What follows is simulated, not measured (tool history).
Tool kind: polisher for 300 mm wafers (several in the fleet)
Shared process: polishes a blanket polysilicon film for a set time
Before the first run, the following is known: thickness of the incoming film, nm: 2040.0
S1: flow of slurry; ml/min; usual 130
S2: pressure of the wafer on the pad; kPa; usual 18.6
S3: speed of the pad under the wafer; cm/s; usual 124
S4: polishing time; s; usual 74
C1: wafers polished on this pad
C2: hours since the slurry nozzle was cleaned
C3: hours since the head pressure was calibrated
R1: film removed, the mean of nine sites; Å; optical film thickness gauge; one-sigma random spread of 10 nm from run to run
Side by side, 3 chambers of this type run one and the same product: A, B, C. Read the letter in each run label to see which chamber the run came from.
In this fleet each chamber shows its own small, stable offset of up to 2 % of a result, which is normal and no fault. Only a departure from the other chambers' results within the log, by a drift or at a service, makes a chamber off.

Run 1A, day 0.629: usual settings; C1 1148; C2 851.2; C3 197.7. Result: R1 7013.8 Å.
At day 0.808: chamber A: slurry nozzle cleaned.
Run 2C, day 1.154: usual settings; C1 266; C2 105.7; C3 1169.7. Result: R1 7032.4 Å.
At day 1.238: chamber A: worn pad replaced by a new one.
Run 3B, day 1.625: usual settings; C1 291; C2 130.3; C3 420.3. Result: R1 7056.1 Å.
Run 4B, day 2.058: usual settings; C1 369; C2 140.7; C3 430.7. Result: R1 7093.2 Å.
At day 2.208: chamber C: head pressure recalibrated.
Run 5A, day 2.358: usual settings; C1 201; C2 37.3; C3 239.2. Result: R1 7076.5 Å.
At day 2.383: chamber B: head pressure recalibrated.
At day 2.65: chamber B: worn pad replaced by a new one.
Run 6C, day 2.654: usual settings; C1 536; C2 141.7; C3 10.7. Result: R1 7090.7 Å.
Run 7B, day 3: usual settings; C1 62; C2 163.3; C3 14.9. Result: R1 6824.4 Å.
Run 8C, day 3.521: usual settings; C1 691; C2 162.5; C3 31.5. Result: R1 7024.2 Å.
Run 9A, day 4.083: usual settings; C1 511; C2 78.7; C3 280.6. Result: R1 7114.7 Å.
Run 10C, day 4.429: usual settings; C1 854; C2 184.3; C3 53.3. Result: R1 7038 Å.
Run 11B, day 4.721: usual settings but S2 23.4 kPa, S4 97 s; C1 371; C2 204.6; C3 56.2. Result: R1 11509 Å.
Run 12A, day 5.108: usual settings but S2 23.4 kPa, S4 97 s; C1 694; C2 103.3; C3 305.2. Result: R1 11455 Å.
At day 5.338: chamber B: worn pad replaced by a new one.
Run 13B, day 5.442: usual settings but S2 23.4 kPa, S4 97 s; C1 18; C2 221.9; C3 73.5. Result: R1 11319 Å.
Run 14A, day 5.754: usual settings but S3 110 cm/s; C1 810; C2 118.8; C3 320.7. Result: R1 6258.5 Å.
Run 15C, day 6.246: usual settings but S3 110 cm/s; C1 1180; C2 227.9; C3 96.9. Result: R1 6447.7 Å.
Run 16C, day 6.688: usual settings but S3 110 cm/s; C1 1259; C2 238.5; C3 107.5. Result: R1 6420.4 Å.
Run 17B, day 7.271: usual settings; C1 347; C2 265.8; C3 117.4. Result: R1 6921.5 Å.
At day 7.383: chamber B: slurry nozzle cleaned.
Run 18A, day 7.612: usual settings but S1 155 ml/min, S2 22.8 kPa; C1 1144; C2 163.4; C3 365.3. Result: R1 9133.6 Å.
At day 7.825: chamber C: worn pad replaced by a new one.
Run 19B, day 8.083: usual settings but S1 155 ml/min, S2 22.8 kPa; C1 492; C2 16.9; C3 136.9. Result: R1 8838.3 Å.
At day 8.467: chamber B: worn pad replaced by a new one.
At day 8.608: chamber A: worn pad replaced by a new one.
Run 20A, day 8.675: usual settings but S1 155 ml/min, S2 22.8 kPa; C1 11; C2 188.9; C3 390.8. Result: R1 9101.6 Å.
Run 21C, day 9.029: usual settings; C1 216; C2 294.7; C3 163.7. Result: R1 6863.9 Å.
Run 22B, day 9.375: usual settings; C1 163; C2 47.9; C3 167.9. Result: R1 6957.9 Å.
Run 23A, day 10.021: usual settings; C1 253; C2 221.2; C3 423.1. Result: R1 6921.3 Å.
Run 24C, day 10.433: usual settings; C1 468; C2 328.4; C3 197.4. Result: R1 6720.1 Å.
Run 25A, day 11.029: usual settings; C1 434; C2 245.4; C3 447.3. Result: R1 6808.5 Å.
Run 26B, day 11.583: usual settings; C1 559; C2 100.9; C3 220.9. Result: R1 7007.2 Å.
At day 11.838: chamber B: worn pad replaced by a new one.
Run 27C, day 12.117: usual settings; C1 770; C2 368.8; C3 237.8. Result: R1 6601.5 Å.
Run 28B, day 12.483: usual settings; C1 116; C2 122.5; C3 242.5. Result: R1 7026.7 Å.
Run 29C, day 12.838: usual settings; C1 899; C2 386.1; C3 255.1. Result: R1 6644.4 Å.
Run 30A, day 13.333: usual settings; C1 847; C2 300.7; C3 502.6. Result: R1 7151.1 Å.
Run 31C, day 13.862: usual settings; C1 1083; C2 410.7; C3 279.7. Result: R1 6482.5 Å.
Run 32A, day 14.308: usual settings; C1 1022; C2 324.1; C3 526. Result: R1 7052.9 Å.
Run 33B, day 14.95: usual settings; C1 558; C2 181.7; C3 301.7. Result: R1 7079.6 Å.
Run 34A, day 15.238: usual settings but S3 142 cm/s; C1 1189; C2 346.4; C3 548.3. Result: R1 8213 Å.
At day 15.321: chamber C: worn pad replaced by a new one.
Run 35C, day 15.521: usual settings but S3 142 cm/s; C1 36; C2 450.5; C3 319.5. Result: R1 7162.6 Å.

Does one chamber stand apart from the rest, does the shared gauge drift, or is all well apart from small per-chamber offsets? Give the chamber and the most likely cause, where there is one.

Little by little, chamber C moves away from the other chambers.
Most likely cause: slurry flow missing at the pad, % = 37.9.
With only this log, it may be confused with: head's pressure below its setpoint, %.

Chamber C could run next with any of the 4 candidate recipes listed below; each alters the usual settings, and their results appear as question marks. Which one brings its results back in line with what the other chambers deliver on the usual settings?
In line here means within this much of the mean the other chambers give on the usual settings: R1 360 Å
Run 36C-1, day 15.983: usual settings but S2 20.7 kPa, S4 83 s. Result: R1 ?.
Run 36C-2, day 15.983: usual settings but S2 16.5 kPa, S3 108 cm/s. Result: R1 ?.
Run 36C-3, day 15.983: usual settings but S2 17.9 kPa, S3 120 cm/s, S4 71 s. Result: R1 ?.
Run 36C-4, day 15.983: usual settings but S2 19.3 kPa, S3 132 cm/s. Result: R1 ?.

What the other chambers average on the usual settings: R1 7056 Å
  run      R1
36C-1  7894.2
36C-2  4918.2
36C-3  5668.8
36C-4  6987.7
It is 36C-4 that realigns the chamber with its peers.
